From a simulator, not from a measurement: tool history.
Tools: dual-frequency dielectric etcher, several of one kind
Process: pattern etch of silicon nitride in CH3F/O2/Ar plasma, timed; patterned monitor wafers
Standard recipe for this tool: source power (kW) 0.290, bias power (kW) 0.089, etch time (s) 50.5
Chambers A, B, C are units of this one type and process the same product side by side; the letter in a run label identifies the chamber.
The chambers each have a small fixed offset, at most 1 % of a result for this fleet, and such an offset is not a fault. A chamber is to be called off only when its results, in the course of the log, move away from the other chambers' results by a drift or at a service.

run	hour	source power (kW)	bias power (kW)	etch time (s)	read-back reference wafer on the same gauge, depth_nm	mean etch depth across the wafer (Å)
1B	4.5	0.290	0.089	50.5	39.054	336.30
2A	8.2	0.290	0.089	50.5	39.074	337.09
3C	11.9	0.290	0.089	50.5	39.090	339.45
4B	17.2	0.290	0.089	50.5	39.099	336.49
5C	22.0	0.290	0.089	50.5	39.085	339.64
6A	25.8	0.290	0.089	50.5	39.131	336.40
7C	28.5	0.290	0.089	50.5	39.114	338.42
8B	32.1	0.290	0.089	50.5	39.096	338.31
9A	37.5	0.290	0.089	50.5	39.103	335.80
10C	41.0	0.290	0.097	50.5	39.090	351.47
11B	43.8	0.290	0.097	50.5	39.136	347.91
12A	47.5	0.290	0.097	50.5	39.077	349.51
13B	52.7	0.290	0.089	50.5	39.118	336.87
14C	56.7	0.290	0.089	50.5	39.131	340.67
15A	61.0	0.290	0.089	50.5	39.105	336.65
# hour 65.3: chamber B: wet clean of the chamber
16B	65.9	0.290	0.089	50.5	39.083	329.12
17C	70.4	0.290	0.089	50.5	39.090	341.94
18A	73.3	0.290	0.089	50.5	39.125	336.22
19C	77.1	0.320	0.089	41.5	39.131	290.28
20A	79.7	0.320	0.089	41.5	39.100	287.63
21B	83.6	0.320	0.089	41.5	39.100	279.80
22A	86.6	0.290	0.089	50.5	39.107	338.16
23C	90.9	0.290	0.089	50.5	39.085	338.93
24B	95.1	0.290	0.089	50.5	39.087	329.45
25B	99.1	0.230	0.080	50.5	39.088	290.21
26C	101.8	0.230	0.080	50.5	39.088	299.69
27A	105.4	0.230	0.080	50.5	39.109	297.35
28B	109.0	0.290	0.089	50.5	39.087	328.66
29C	111.9	0.290	0.089	50.5	39.118	340.11
30A	116.1	0.290	0.089	50.5	39.125	334.98
31A	121.1	0.290	0.089	50.5	39.109	336.52
32B	125.2	0.290	0.089	50.5	39.089	327.07

All chambers now run identical settings, listed one chamber a line with results as question marks. What results will each chamber show?
33A	129.1	0.290	0.089	50.5		?
33B	129.1	0.290	0.089	50.5		?
33C	129.1	0.290	0.089	50.5		?

run	mean etch depth across the wafer (Å)
33A	336.19
33B	326.12
33C	340.10

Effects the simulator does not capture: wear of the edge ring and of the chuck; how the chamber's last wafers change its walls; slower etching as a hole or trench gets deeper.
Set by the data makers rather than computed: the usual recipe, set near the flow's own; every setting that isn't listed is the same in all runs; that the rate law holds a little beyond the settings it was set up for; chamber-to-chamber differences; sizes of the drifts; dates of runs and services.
